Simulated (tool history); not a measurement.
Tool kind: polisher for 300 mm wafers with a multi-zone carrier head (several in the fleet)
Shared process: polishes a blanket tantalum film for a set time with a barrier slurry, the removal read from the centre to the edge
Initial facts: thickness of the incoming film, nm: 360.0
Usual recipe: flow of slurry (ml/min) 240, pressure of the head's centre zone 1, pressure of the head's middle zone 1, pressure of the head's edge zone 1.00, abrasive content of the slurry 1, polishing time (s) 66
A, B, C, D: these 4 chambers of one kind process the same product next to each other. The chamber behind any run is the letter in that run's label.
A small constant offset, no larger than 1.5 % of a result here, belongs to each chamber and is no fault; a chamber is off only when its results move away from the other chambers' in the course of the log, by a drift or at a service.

run	hour	flow of slurry (ml/min)	pressure of the head's centre zone	pressure of the head's middle zone	pressure of the head's edge zone	abrasive content of the slurry	polishing time (s)	film removed at the wafer's centre (angstrom)	film removed at mid-radius (angstrom)	film removed at the wafer's edge (angstrom)
# hour 5.6: chamber B: worn pad replaced by a new one
# hour 6.0: chamber C: worn pad replaced by a new one
1D	6.1	240	1	1	1.00	1	66	648.93	630.60	628.81
2A	13.0	240	1	1	1.00	1	66	633.16	627.22	639.17
# hour 13.3: chamber A: worn pad replaced by a new one
3B	17.1	240	1	1	1.00	1	66	638.48	630.06	622.82
# hour 22.8: chamber D: worn pad replaced by a new one
4C	24.1	240	1	1	1.00	1	66	632.76	638.09	622.10
5A	28.5	240	1	1	1.00	1	66	633.52	624.98	647.98
6C	33.0	240	1	1	1.00	1	66	641.82	649.52	626.64
7B	38.5	240	1	1	0.90	1	66	645.95	627.87	604.27
8D	42.2	240	1	1	0.90	1	66	633.24	640.54	606.71
9A	49.4	240	1	1	0.90	1	66	639.43	629.47	597.83
# hour 55.6: chamber A: worn pad replaced by a new one
10D	56.2	240	1	1	0.90	1	66	626.87	624.75	591.94
11B	62.6	240	1	1	1.00	1	66	642.69	627.26	637.15
# hour 64.6: chamber C: centre zone pressure recalibrated
12C	66.7	240	1	1	1.00	1	47	441.70	459.89	445.68
13C	70.9	240	1	1	1.00	1	47	443.11	459.84	460.08
# hour 75.4: chamber B: worn pad replaced by a new one
14D	76.0	240	1	1	1.00	1	47	453.55	450.20	467.46
15B	79.9	240	1	1	1.00	1	47	445.66	450.07	452.20
# hour 85.0: chamber B: centre zone pressure recalibrated
16A	87.4	240	1	1	1.00	1	66	633.36	633.09	632.55
17A	90.8	240	1	1	1.00	1	66	636.40	626.57	649.89
# hour 94.7: chamber A: worn pad replaced by a new one
18B	96.4	240	1	1	1.00	1	66	628.50	633.77	627.34
19D	103.4	240	1	1	1.00	1	66	651.91	640.80	645.07
# hour 104.7: chamber D: worn pad replaced by a new one
20C	109.5	240	1	1	1.00	1	66	627.12	633.97	638.94
21B	117.0	240	1	1	1.00	1	66	626.02	617.35	617.46
22A	123.2	295	1	1	1.00	1	66	649.08	638.63	651.83
23D	127.6	295	1	1	1.00	1	66	663.12	646.33	639.50
# hour 130.0: chamber C: worn pad replaced by a new one
24C	135.1	295	1	1	1.00	1	66	650.57	646.08	654.87
25C	138.6	295	1	1	1.00	1	66	655.99	638.36	651.03
# hour 141.9: chamber A: worn pad replaced by a new one
26A	144.6	240	1	1	1.00	1	66	621.30	628.90	639.05
# hour 147.5: chamber B: worn pad replaced by a new one
27D	149.5	240	1	1	1.00	1	66	681.58	635.03	652.07
28B	155.7	240	1	1	1.00	1	49	464.81	470.68	471.63
# hour 161.2: chamber A: edge zone pressure recalibrated
29B	162.2	240	1	1	1.00	1	49	459.18	463.14	472.14
30D	167.6	240	1	1	1.00	1	49	505.46	469.06	465.26
31A	174.7	240	1	1	1.00	1	49	465.46	455.74	477.34
32C	178.3	240	1	1	1.11	1	66	619.24	642.74	692.58
33D	184.9	240	1	1	1.11	1	66	694.39	622.73	680.34
# hour 188.0: chamber A: worn pad replaced by a new one
34C	190.2	240	1	1	1.11	1	66	625.67	637.90	672.32
35B	194.2	240	1	1	1.11	1	66	623.30	630.88	681.20
36A	199.6	240	1	1	1.00	1	66	634.62	622.55	645.97
37C	204.2	240	1	1	1.00	1	66	631.83	648.93	640.67
38B	207.5	240	1	1	1.00	1	66	641.26	633.46	616.62

Decide between three cases: one chamber stands off from its peers, the gauge reading all wafers drifts, or nothing is wrong past each chamber's small offset. Where a chamber is off, say which and what most likely put it there.

Little by little, chamber D moves away from the other chambers.
What lies behind it: centre zone's pressure above its setpoint, % = 12.3.

Below are 4 candidate recipes for chamber D's next run, each the usual settings with a change, their results shown as question marks. Which of them brings D's results back in line with what the other chambers give on the usual settings?
Allowed miss from the other chambers' usual-settings mean, per result, to count as in line: film removed at the wafer's centre (angstrom) 25.00; film removed at mid-radius (angstrom) 29.00; film removed at the wafer's edge (angstrom) 33.00
39D-1	212.9	230	0.90	1.02	1.04	1	65	?	?	?
39D-2	212.9	250	1.10	0.98	0.96	1	67	?	?	?
39D-3	212.9	235	0.95	1.01	1.02	1	66	?	?	?
39D-4	212.9	245	1.05	0.99	0.98	1	66	?	?	?

Average result of the remaining chambers running the usual settings: film removed at the wafer's centre (angstrom) 630.99; film removed at mid-radius (angstrom) 630.77; film removed at the wafer's edge (angstrom) 634.66
run	film removed at the wafer's centre (angstrom)	film removed at mid-radius (angstrom)	film removed at the wafer's edge (angstrom)
39D-1	630.48	629.15	633.51
39D-2	817.54	630.64	631.37
39D-3	681.26	634.56	638.04
39D-4	763.85	625.76	627.39
39D-1 is the one that brings the chamber's results back in line with the other chambers.
